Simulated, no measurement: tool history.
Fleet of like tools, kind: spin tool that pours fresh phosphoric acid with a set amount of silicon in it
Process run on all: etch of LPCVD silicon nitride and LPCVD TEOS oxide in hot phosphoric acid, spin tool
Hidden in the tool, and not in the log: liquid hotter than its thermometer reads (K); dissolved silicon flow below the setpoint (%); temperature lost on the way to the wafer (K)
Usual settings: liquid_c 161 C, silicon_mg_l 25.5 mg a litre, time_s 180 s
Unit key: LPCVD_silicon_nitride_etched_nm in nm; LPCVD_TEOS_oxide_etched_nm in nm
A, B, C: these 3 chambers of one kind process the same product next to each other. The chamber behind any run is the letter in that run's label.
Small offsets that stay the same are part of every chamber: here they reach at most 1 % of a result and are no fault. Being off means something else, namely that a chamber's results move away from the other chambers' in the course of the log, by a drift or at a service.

| run | hour | liquid_c | silicon_mg_l | time_s | hours since the thermometer was replaced | hours since the dissolved silicon flow meter was replaced | hours since the heated supply line was repaired | read-back film thickness of the LPCVD silicon nitride reference wafer, read on the same gauge (nm) | read-back film thickness of the LPCVD TEOS oxide reference wafer, read on the same gauge (nm) | LPCVD_silicon_nitride_etched_nm | LPCVD_TEOS_oxide_etched_nm |
|---|---|---|---|---|---|---|---|---|---|---|---|
| 1C | 9.4 | 161 | 25.5 | 180 | 909.5 | 1458.6 | 172.8 | 139.98 | 90.006 | 14.172 | 0.30603 |
| 2B | 23.7 | 161 | 25.5 | 180 | 552.8 | 1042 | 1257.9 | 140 | 89.982 | 14.191 | 0.25879 |
| 3A | 38.7 | 161 | 25.5 | 180 | 706.4 | 1251.6 | 3176 | 139.99 | 89.98 | 14.383 | 0.29279 |
| 4C | 54.5 | 161 | 25.5 | 180 | 954.6 | 1503.7 | 217.9 | 140 | 89.972 | 14.288 | 0.24922 |
| 5B | 69.8 | 161 | 40.5 | 180 | 598.9 | 1088.1 | 1304 | 140 | 90.012 | 14.273 | 0.14599 |
| 6A | 83.8 | 161 | 40.5 | 180 | 751.5 | 1296.7 | 3221.1 | 140 | 90.013 | 14.279 | 0.13282 |
| 7C | 93.7 | 161 | 40.5 | 180 | 993.8 | 1542.9 | 257.1 | 140 | 90.012 | 14.333 | 0.099795 |
| 8A | 108 | 161 | 25.5 | 180 | 775.7 | 1320.9 | 3245.3 | 140 | 89.992 | 14.326 | 0.26237 |
| 9B | 117.1 | 161 | 25.5 | 180 | 646.2 | 1135.4 | 1351.3 | 139.99 | 90.002 | 14.248 | 0.2584 |
| 10A | 127.5 | 161 | 25.5 | 180 | 795.2 | 1340.4 | 3264.8 | 140 | 89.991 | 14.347 | 0.29027 |
| 11B | 135.3 | 159 | 25.5 | 90 | 664.4 | 1153.6 | 1369.5 | 139.99 | 89.995 | 6.6866 | 0.12772 |
| 12C | 143.1 | 159 | 25.5 | 90 | 1043.2 | 1592.3 | 306.5 | 139.99 | 89.947 | 6.7654 | 0.11145 |
| 13C | 159.4 | 159 | 25.5 | 90 | 1059.5 | 1608.6 | 322.8 | 140 | 90.028 | 6.7039 | 0.07033 |
|  | 164.5 | chamber C: dissolved silicon flow meter replaced |
| 14B | 167.7 | 161 | 25.5 | 180 | 696.8 | 1186 | 1401.9 | 140 | 90.026 | 14.366 | 0.27558 |
| 15A | 175.6 | 161 | 25.5 | 180 | 843.3 | 1388.5 | 3312.9 | 140.01 | 89.989 | 14.405 | 0.27414 |
| 16C | 188.8 | 161 | 25.5 | 180 | 1088.9 | 24.4 | 352.2 | 140 | 90.014 | 14.293 | 0.23074 |
| 17B | 204.4 | 161 | 25.5 | 180 | 733.5 | 1222.7 | 1438.6 | 140.02 | 90.007 | 14.366 | 0.23482 |
| 18A | 218.1 | 161 | 25.5 | 180 | 885.8 | 1431 | 3355.4 | 139.98 | 89.983 | 14.153 | 0.29569 |
| 19B | 225.7 | 161 | 25.5 | 180 | 754.8 | 1244 | 1459.9 | 140 | 90.011 | 14.293 | 0.3332 |
| 20C | 241.2 | 161 | 16 | 145 | 1141.3 | 76.8 | 404.6 | 140 | 89.992 | 11.463 | 0.29124 |
| 21A | 254 | 161 | 16 | 145 | 921.7 | 1466.9 | 3391.3 | 140.02 | 89.982 | 11.655 | 0.21528 |
| 22C | 261.2 | 161 | 16 | 145 | 1161.3 | 96.8 | 424.6 | 139.99 | 89.982 | 11.676 | 0.23794 |
| 23B | 274.3 | 161 | 25.5 | 180 | 803.4 | 1292.6 | 1508.5 | 139.99 | 89.998 | 14.31 | 0.27745 |
| 24A | 289.9 | 161 | 25.5 | 180 | 957.6 | 1502.8 | 3427.2 | 139.98 | 90.039 | 14.357 | 0.25353 |
| 25B | 301 | 161 | 25.5 | 180 | 830.1 | 1319.3 | 1535.2 | 140 | 89.973 | 14.27 | 0.20815 |
| 26C | 314.4 | 161 | 25.5 | 180 | 1214.5 | 150 | 477.8 | 139.97 | 89.962 | 14.249 | 0.30171 |
| 27A | 324 | 161 | 25.5 | 180 | 991.7 | 1536.9 | 3461.3 | 140.01 | 90.003 | 14.449 | 0.26219 |
| 28C | 331.7 | 161 | 25.5 | 180 | 1231.8 | 167.3 | 495.1 | 139.97 | 90.023 | 14.275 | 0.27933 |
| 29A | 344.9 | 161 | 25.5 | 180 | 1012.6 | 1557.8 | 3482.2 | 140 | 90.006 | 14.249 | 0.28531 |
| 30B | 359.6 | 161 | 25.5 | 180 | 888.7 | 1377.9 | 1593.8 | 139.99 | 89.964 | 14.287 | 0.26866 |
| 31A | 368.2 | 161 | 25.5 | 180 | 1035.9 | 1581.1 | 3505.5 | 140.01 | 89.954 | 14.331 | 0.19684 |
| 32B | 378 | 161 | 25.5 | 180 | 907.1 | 1396.3 | 1612.2 | 140.03 | 90.018 | 14.296 | 0.31129 |

Decide between three cases: one chamber stands off from its peers, the gauge reading all wafers drifts, or nothing is wrong past each chamber's small offset. Where a chamber is off, say which and what most likely put it there.

No chamber stands off beyond its own small offset, and the gauge holds steady.
